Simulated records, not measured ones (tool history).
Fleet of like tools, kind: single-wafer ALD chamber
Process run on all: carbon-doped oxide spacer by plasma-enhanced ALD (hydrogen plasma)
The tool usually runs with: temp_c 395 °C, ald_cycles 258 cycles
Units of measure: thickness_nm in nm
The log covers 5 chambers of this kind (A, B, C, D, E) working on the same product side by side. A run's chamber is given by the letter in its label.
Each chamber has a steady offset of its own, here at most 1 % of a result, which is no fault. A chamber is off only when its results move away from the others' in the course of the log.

| run | day | temp_c | ald_cycles | hours since the last thermocouple change | read-back reference wafer on the same gauge, thickness_nm | thickness_nm |
|---|---|---|---|---|---|---|
| 1D | 0.225 | 395 | 258 | 1816.0 | 10.797 | 12.787 |
| 2A | 0.483 | 395 | 258 | 755.8 | 10.800 | 12.829 |
| 3B | 0.750 | 395 | 258 | 1327.0 | 10.806 | 12.807 |
| 4E | 0.896 | 395 | 258 | 2426.7 | 10.799 | 12.763 |
| 5C | 1.112 | 395 | 258 | 1552.1 | 10.800 | 12.930 |
| 6C | 1.346 | 395 | 258 | 1557.7 | 10.800 | 12.919 |
| 7B | 1.667 | 395 | 258 | 1349.0 | 10.794 | 12.884 |
| 8D | 1.938 | 395 | 258 | 1857.1 | 10.806 | 12.741 |
| 9A | 2.142 | 383 | 258 | 795.6 | 10.802 | 12.886 |
| 10E | 2.383 | 383 | 258 | 2462.4 | 10.794 | 12.844 |
| 11C | 2.621 | 383 | 258 | 1588.3 | 10.803 | 12.938 |
| 12D | 2.900 | 383 | 258 | 1880.2 | 10.797 | 12.722 |
| 13A | 3.204 | 383 | 258 | 821.1 | 10.795 | 12.848 |
| 14E | 3.471 | 389 | 307 | 2488.5 | 10.797 | 15.269 |
| 15B | 3.758 | 389 | 307 | 1399.2 | 10.793 | 15.321 |
| 16B | 3.950 | 389 | 307 | 1403.8 | 10.790 | 15.322 |
| 17E | 4.258 | 389 | 307 | 2507.4 | 10.801 | 15.325 |
| 18C | 4.458 | 389 | 307 | 1632.4 | 10.797 | 15.406 |
| 19D | 4.638 | 395 | 258 | 1921.9 | 10.795 | 12.787 |
| 20A | 4.921 | 395 | 258 | 862.3 | 10.799 | 12.905 |
| 21C | 5.212 | 395 | 258 | 1650.5 | 10.807 | 12.910 |
| 22A | 5.362 | 395 | 258 | 872.9 | 10.803 | 12.878 |
| 23B | 5.575 | 395 | 258 | 1442.8 | 10.801 | 12.828 |
| 24E | 5.829 | 409 | 288 | 2545.1 | 10.800 | 13.726 |
| 25D | 6.046 | 409 | 288 | 1955.7 | 10.801 | 13.681 |
| 26A | 6.358 | 409 | 288 | 896.8 | 10.793 | 13.954 |
|  | 6.375 | chamber E: thermocouple changed; heater temperature recalibrated |
| 27C | 6.621 | 409 | 288 | 1684.3 | 10.800 | 14.097 |
| 28E | 6.796 | 409 | 288 | 10.2 | 10.799 | 13.954 |
| 29D | 7.125 | 395 | 258 | 1981.6 | 10.798 | 12.780 |
| 30B | 7.438 | 395 | 258 | 1487.5 | 10.805 | 12.893 |
| 31C | 7.662 | 395 | 258 | 1709.3 | 10.791 | 12.930 |
| 32E | 7.854 | 387 | 224 | 35.6 | 10.797 | 11.134 |
| 33D | 8.012 | 387 | 224 | 2002.9 | 10.803 | 11.054 |
| 34B | 8.175 | 387 | 224 | 1505.2 | 10.796 | 11.167 |
| 35A | 8.500 | 387 | 224 | 948.2 | 10.802 | 11.217 |
| 36C | 8.788 | 387 | 224 | 1736.3 | 10.801 | 11.186 |
| 37E | 9.038 | 395 | 306 | 64.0 | 10.800 | 15.179 |
| 38D | 9.246 | 395 | 306 | 2032.5 | 10.797 | 15.148 |
| 39B | 9.562 | 395 | 306 | 1538.5 | 10.804 | 15.304 |
| 40A | 9.825 | 395 | 306 | 980.0 | 10.805 | 15.353 |
| 41E | 10.004 | 395 | 306 | 87.2 | 10.794 | 15.225 |
| 42D | 10.167 | 395 | 258 | 2054.6 | 10.804 | 12.813 |
| 43C | 10.350 | 395 | 258 | 1773.8 | 10.799 | 12.923 |
| 44B | 10.496 | 382 | 306 | 1560.9 | 10.800 | 15.250 |

The same settings go to every chamber for the next run, one line per chamber below. Forecast the results for each:
| 45A | 10.729 | 408 | 258 |  |  | ? |
| 45B | 10.729 | 408 | 258 |  |  | ? |
| 45C | 10.729 | 408 | 258 |  |  | ? |
| 45D | 10.729 | 408 | 258 |  |  | ? |
| 45E | 10.729 | 408 | 258 |  |  | ? |

| run | thickness_nm |
|---|---|
| 45A | 12.590 |
| 45B | 12.570 |
| 45C | 12.611 |
| 45D | 12.260 |
| 45E | 12.463 |
